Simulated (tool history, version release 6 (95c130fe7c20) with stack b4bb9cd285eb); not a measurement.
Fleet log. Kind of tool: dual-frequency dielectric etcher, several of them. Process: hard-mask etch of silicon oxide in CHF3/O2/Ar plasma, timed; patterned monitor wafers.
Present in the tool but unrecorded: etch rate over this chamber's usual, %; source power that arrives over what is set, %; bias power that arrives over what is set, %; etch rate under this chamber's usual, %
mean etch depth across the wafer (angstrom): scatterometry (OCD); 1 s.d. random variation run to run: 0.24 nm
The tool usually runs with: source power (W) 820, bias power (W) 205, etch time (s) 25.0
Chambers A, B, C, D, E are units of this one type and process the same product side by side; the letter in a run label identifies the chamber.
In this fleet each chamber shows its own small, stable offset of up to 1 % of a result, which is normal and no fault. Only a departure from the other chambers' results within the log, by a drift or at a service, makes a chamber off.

| run | hour | source power (W) | bias power (W) | etch time (s) | hours since the last wet clean | hours since the last source power generator calibration | hours since the last bias power generator calibration | read-back reference wafer on the same gauge, depth_nm | mean etch depth across the wafer (angstrom) |
|---|---|---|---|---|---|---|---|---|---|
| 1B | 4.6 | 820 | 205 | 25.0 | 313.8 | 2525.9 | 1872.9 | 53.418 | 584.94 |
| 2C | 10.7 | 820 | 205 | 25.0 | 410.0 | 3599.8 | 1667.5 | 53.375 | 585.16 |
| 3E | 15.8 | 820 | 205 | 25.0 | 62.8 | 1061.4 | 2203.2 | 53.384 | 583.47 |
| 4D | 20.0 | 820 | 205 | 25.0 | 126.7 | 2212.8 | 678.9 | 53.387 | 584.43 |
| 5A | 24.9 | 820 | 205 | 25.0 | 424.3 | 2451.6 | 456.2 | 53.422 | 582.48 |
| 6C | 29.4 | 820 | 205 | 25.0 | 428.7 | 3618.5 | 1686.2 | 53.352 | 583.79 |
| 7D | 34.7 | 820 | 205 | 25.0 | 141.4 | 2227.5 | 693.6 | 53.375 | 584.95 |
| 8E | 40.2 | 820 | 205 | 25.0 | 87.2 | 1085.8 | 2227.6 | 53.378 | 579.68 |
| 9A | 46.1 | 820 | 205 | 25.0 | 445.5 | 2472.8 | 477.4 | 53.406 | 585.50 |
| 10B | 51.8 | 820 | 185 | 27.5 | 361.0 | 2573.1 | 1920.1 | 53.360 | 620.99 |
| 11D | 57.0 | 820 | 185 | 27.5 | 163.7 | 2249.8 | 715.9 | 53.381 | 616.12 |
| 12A | 62.3 | 820 | 185 | 27.5 | 461.7 | 2489.0 | 493.6 | 53.461 | 624.48 |
| 13E | 67.3 | 820 | 185 | 27.5 | 114.3 | 1112.9 | 2254.7 | 53.413 | 617.01 |
| 14B | 73.5 | 820 | 185 | 27.5 | 382.7 | 2594.8 | 1941.8 | 53.373 | 624.38 |
| 15C | 76.7 | 820 | 205 | 25.0 | 476.0 | 3665.8 | 1733.5 | 53.389 | 584.03 |
|  | 80.8 | chamber C: wet clean of the chamber |
| 16E | 81.6 | 820 | 205 | 25.0 | 128.6 | 1127.2 | 2269.0 | 53.383 | 582.48 |
| 17A | 86.0 | 820 | 205 | 25.0 | 485.4 | 2512.7 | 517.3 | 53.445 | 586.71 |
|  | 89.7 | chamber B: wet clean of the chamber |
| 18C | 92.3 | 820 | 205 | 25.0 | 11.5 | 3681.4 | 1749.1 | 53.427 | 582.73 |
|  | 94.2 | chamber B: source power generator calibrated |
| 19B | 95.9 | 820 | 205 | 25.0 | 6.3 | 1.7 | 1964.2 | 53.359 | 580.87 |
| 20D | 100.0 | 820 | 205 | 25.0 | 206.7 | 2292.8 | 758.9 | 53.390 | 579.34 |
| 21A | 106.0 | 820 | 205 | 25.0 | 505.4 | 2532.7 | 537.3 | 53.350 | 582.95 |
| 22E | 110.6 | 820 | 205 | 25.0 | 157.6 | 1156.2 | 2298.0 | 53.374 | 580.35 |
| 23D | 113.8 | 820 | 205 | 25.0 | 220.5 | 2306.6 | 772.7 | 53.356 | 583.05 |
| 24C | 118.7 | 820 | 205 | 25.0 | 37.9 | 3707.8 | 1775.5 | 53.392 | 586.25 |
| 25B | 121.7 | 820 | 205 | 25.0 | 32.1 | 27.5 | 1990.0 | 53.371 | 582.61 |
|  | 123.6 | chamber A: wet clean of the chamber |
| 26C | 126.3 | 820 | 205 | 25.0 | 45.5 | 3715.4 | 1783.1 | 53.368 | 583.15 |
| 27D | 130.8 | 820 | 205 | 25.0 | 237.5 | 2323.6 | 789.7 | 53.365 | 582.00 |
| 28B | 135.7 | 820 | 205 | 25.0 | 46.1 | 41.5 | 2004.0 | 53.399 | 585.05 |
| 29A | 139.2 | 820 | 205 | 25.0 | 15.6 | 2565.9 | 570.5 | 53.405 | 607.05 |
| 30E | 143.3 | 820 | 205 | 25.0 | 190.3 | 1188.9 | 2330.7 | 53.369 | 580.81 |
| 31A | 149.0 | 820 | 205 | 25.0 | 25.4 | 2575.7 | 580.3 | 53.387 | 605.96 |
| 32D | 154.4 | 820 | 205 | 25.0 | 261.1 | 2347.2 | 813.3 | 53.400 | 586.53 |
| 33E | 158.3 | 820 | 240 | 31.0 | 205.3 | 1203.9 | 2345.7 | 53.432 | 758.97 |
| 34C | 161.6 | 820 | 240 | 31.0 | 80.8 | 3750.7 | 1818.4 | 53.457 | 766.46 |
| 35B | 166.8 | 820 | 240 | 31.0 | 77.2 | 72.6 | 2035.1 | 53.431 | 760.16 |
| 36E | 171.2 | 820 | 240 | 31.0 | 218.2 | 1216.8 | 2358.6 | 53.440 | 760.76 |
| 37C | 177.5 | 820 | 240 | 31.0 | 96.7 | 3766.6 | 1834.3 | 53.439 | 764.22 |
| 38A | 181.5 | 820 | 205 | 25.0 | 57.9 | 2608.2 | 612.8 | 53.403 | 611.50 |
| 39D | 187.8 | 820 | 205 | 25.0 | 294.5 | 2380.6 | 846.7 | 53.460 | 581.02 |
| 40B | 193.3 | 820 | 205 | 22.0 | 103.7 | 99.1 | 2061.6 | 53.402 | 510.66 |

All chambers now run identical settings, listed one chamber a line with results as question marks. What results will each chamber show?
| 41A | 198.1 | 820 | 249 | 25.0 |  |  |  |  | ? |
| 41B | 198.1 | 820 | 249 | 25.0 |  |  |  |  | ? |
| 41C | 198.1 | 820 | 249 | 25.0 |  |  |  |  | ? |
| 41D | 198.1 | 820 | 249 | 25.0 |  |  |  |  | ? |
| 41E | 198.1 | 820 | 249 | 25.0 |  |  |  |  | ? |

| run | mean etch depth across the wafer (angstrom) |
|---|---|
| 41A | 651.58 |
| 41B | 616.56 |
| 41C | 626.78 |
| 41D | 626.97 |
| 41E | 622.94 |
